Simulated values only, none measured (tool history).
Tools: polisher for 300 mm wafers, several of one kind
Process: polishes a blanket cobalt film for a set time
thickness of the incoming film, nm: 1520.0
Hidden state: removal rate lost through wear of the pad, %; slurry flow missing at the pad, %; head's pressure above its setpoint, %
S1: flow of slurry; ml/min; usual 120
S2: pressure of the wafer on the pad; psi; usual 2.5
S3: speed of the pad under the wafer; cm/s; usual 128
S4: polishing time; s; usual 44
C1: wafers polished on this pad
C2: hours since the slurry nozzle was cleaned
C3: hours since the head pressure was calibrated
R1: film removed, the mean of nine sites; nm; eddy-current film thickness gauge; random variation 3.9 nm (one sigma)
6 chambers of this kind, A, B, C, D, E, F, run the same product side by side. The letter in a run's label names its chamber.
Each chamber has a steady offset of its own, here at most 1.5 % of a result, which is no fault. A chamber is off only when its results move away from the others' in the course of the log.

run 1A day=0.3 | S1=120 S2=2.5 S3=128 S4=44 | C1=1414 C2=384.7 C3=237.5 | R1=397.02
-- day=0.592 chamber C: worn pad replaced by a new one
run 2E day=0.642 | S1=120 S2=2.5 S3=128 S4=44 | C1=450 C2=262.3 C3=470.6 | R1=389.76
-- day=0.675 chamber A: worn pad replaced by a new one
run 3F day=0.917 | S1=120 S2=2.5 S3=128 S4=44 | C1=641 C2=125 C3=687.2 | R1=400.7
run 4B day=1.162 | S1=120 S2=2.5 S3=128 S4=44 | C1=541 C2=237 C3=506.9 | R1=402.33
run 5D day=1.521 | S1=120 S2=2.5 S3=128 S4=44 | C1=459 C2=308.4 C3=267.9 | R1=387.61
-- day=1.612 chamber F: worn pad replaced by a new one
run 6C day=1.762 | S1=120 S2=2.5 S3=128 S4=44 | C1=353 C2=456.2 C3=889.5 | R1=396.83
-- day=1.792 chamber B: worn pad replaced by a new one
run 7B day=2.046 | S1=120 S2=2.5 S3=128 S4=44 | C1=76 C2=258.2 C3=528.1 | R1=403.55
run 8D day=2.346 | S1=120 S2=2.5 S3=128 S4=44 | C1=707 C2=328.2 C3=287.7 | R1=389.08
-- day=2.458 chamber E: worn pad replaced by a new one
run 9A day=2.562 | S1=120 S2=2.5 S3=128 S4=44 | C1=568 C2=439 C3=291.8 | R1=394.3
-- day=2.621 chamber C: worn pad replaced by a new one
run 10C day=2.888 | S1=120 S2=2.5 S3=128 S4=44 | C1=80 C2=483.2 C3=916.5 | R1=397.84
-- day=2.95 chamber D: worn pad replaced by a new one
run 11E day=3.167 | S1=155 S2=3.1 S3=128 S4=44 | C1=213 C2=322.9 C3=531.2 | R1=513.63
-- day=3.475 chamber E: slurry nozzle cleaned
run 12F day=3.488 | S1=155 S2=3.1 S3=128 S4=44 | C1=564 C2=186.7 C3=748.9 | R1=533.39
run 13A day=3.654 | S1=155 S2=3.1 S3=128 S4=44 | C1=897 C2=465.2 C3=318 | R1=503.42
run 14F day=3.833 | S1=155 S2=3.1 S3=128 S4=44 | C1=669 C2=195 C3=757.2 | R1=514.75
-- day=3.838 chamber B: worn pad replaced by a new one
run 15B day=4.038 | S1=155 S2=3.1 S3=128 S4=44 | C1=60 C2=306 C3=575.9 | R1=512.6
-- day=4.188 chamber D: slurry nozzle cleaned
run 16C day=4.3 | S1=155 S2=3.1 S3=128 S4=44 | C1=505 C2=517.1 C3=950.4 | R1=507.27
-- day=4.442 chamber F: worn pad replaced by a new one
run 17D day=4.504 | S1=120 S2=2.5 S3=128 S4=44 | C1=468 C2=7.6 C3=339.5 | R1=395.07
run 18E day=4.675 | S1=120 S2=2.5 S3=128 S4=44 | C1=667 C2=28.8 C3=567.4 | R1=393.06
-- day=4.8 chamber C: worn pad replaced by a new one
run 19B day=4.904 | S1=120 S2=2.5 S3=128 S4=44 | C1=321 C2=326.8 C3=596.7 | R1=393.93
run 20A day=5.154 | S1=120 S2=2.5 S3=128 S4=44 | C1=1348 C2=501.2 C3=354 | R1=388.27
-- day=5.271 chamber E: worn pad replaced by a new one
run 21E day=5.429 | S1=120 S2=2.5 S3=128 S4=44 | C1=47 C2=46.9 C3=585.5 | R1=387.18
-- day=5.438 chamber A: worn pad replaced by a new one
run 22D day=5.721 | S1=120 S2=2.5 S3=128 S4=44 | C1=834 C2=36.8 C3=368.7 | R1=400.22
-- day=5.821 chamber D: worn pad replaced by a new one
run 23F day=6 | S1=120 S2=2.5 S3=128 S4=44 | C1=469 C2=247 C3=809.2 | R1=396.34
-- day=6.05 chamber B: worn pad replaced by a new one
run 24C day=6.338 | S1=120 S2=2.5 S3=128 S4=44 | C1=464 C2=566 C3=999.3 | R1=380.22
run 25A day=6.512 | S1=120 S2=2.5 S3=128 S4=44 | C1=323 C2=533.8 C3=386.6 | R1=396.31
-- day=6.692 chamber C: worn pad replaced by a new one
run 26F day=6.75 | S1=120 S2=2.5 S3=128 S4=44 | C1=695 C2=265 C3=827.2 | R1=399.19
run 27C day=7.108 | S1=120 S2=2.5 S3=128 S4=44 | C1=126 C2=584.5 C3=1017.8 | R1=370.49
-- day=7.129 chamber F: slurry nozzle cleaned
run 28D day=7.3 | S1=120 S2=2.5 S3=106 S4=44 | C1=446 C2=74.7 C3=406.6 | R1=325.06
-- day=7.308 chamber F: worn pad replaced by a new one
run 29B day=7.608 | S1=120 S2=2.5 S3=106 S4=44 | C1=469 C2=391.7 C3=661.6 | R1=327.18
run 30E day=7.842 | S1=120 S2=2.5 S3=106 S4=44 | C1=774 C2=104.8 C3=643.4 | R1=321.13
run 31B day=8.046 | S1=120 S2=2.5 S3=106 S4=44 | C1=601 C2=402.2 C3=672.1 | R1=326.9
run 32F day=8.371 | S1=120 S2=2.5 S3=106 S4=44 | C1=319 C2=29.9 C3=866.1 | R1=328.38
-- day=8.533 chamber E: head pressure recalibrated
-- day=8.575 chamber E: worn pad replaced by a new one
run 33A day=8.725 | S1=120 S2=2.5 S3=106 S4=44 | C1=990 C2=586.9 C3=439.7 | R1=325.39
-- day=8.929 chamber C: worn pad replaced by a new one
run 34C day=8.979 | S1=120 S2=2.5 S3=128 S4=44 | C1=15 C2=629.4 C3=1062.7 | R1=373.21
-- day=9.171 chamber D: worn pad replaced by a new one
run 35D day=9.271 | S1=120 S2=2.5 S3=128 S4=44 | C1=30 C2=122 C3=453.9 | R1=399.35
run 36E day=9.483 | S1=120 S2=2.5 S3=128 S4=59 | C1=273 C2=144.2 C3=22.8 | R1=529.98
run 37E day=9.796 | S1=120 S2=2.5 S3=128 S4=59 | C1=367 C2=151.7 C3=30.3 | R1=523.52
-- day=9.904 chamber F: head pressure recalibrated
-- day=9.975 chamber F: worn pad replaced by a new one
-- day=9.992 chamber A: worn pad replaced by a new one
run 38F day=10.096 | S1=120 S2=2.5 S3=128 S4=59 | C1=36 C2=71.3 C3=4.7 | R1=537.63
run 39D day=10.408 | S1=120 S2=2.5 S3=128 S4=59 | C1=373 C2=149.3 C3=481.2 | R1=530.45
run 40A day=10.688 | S1=120 S2=2.5 S3=128 S4=59 | C1=210 C2=634 C3=486.8 | R1=530.76

Is one chamber off against the others, does the gauge drift, or is nothing wrong? If a chamber is off, say which, and what the likeliest cause is.

Chamber C drifts away from the others.
Cause: slurry flow missing at the pad, % = 35.
The log may not tell that from: head's pressure below its setpoint, %.

Here are 4 candidates for chamber C's next run, each the usual settings with a change, their results left as question marks. Which one brings its results back in line with what the others give on the usual settings?
In line means no further than this from the other chambers' mean on the usual settings: R1 14 nm
run 41C-1 day=10.946 | S1=120 S2=2.6 S3=132 S4=46 | R1=?
run 41C-2 day=10.946 | S1=125 S2=2.8 S3=128 S4=50 | R1=?
run 41C-3 day=10.946 | S1=115 S2=2.3 S3=118 S4=41 | R1=?
run 41C-4 day=10.946 | S1=120 S2=2.5 S3=128 S4=39 | R1=?

The other chambers' mean on the usual settings: R1 395.59 nm
run=41C-1 R1=396.69
run=41C-2 R1=455.43
run=41C-3 R1=276.09
run=41C-4 R1=313.7
41C-1 brings the chamber back in line.

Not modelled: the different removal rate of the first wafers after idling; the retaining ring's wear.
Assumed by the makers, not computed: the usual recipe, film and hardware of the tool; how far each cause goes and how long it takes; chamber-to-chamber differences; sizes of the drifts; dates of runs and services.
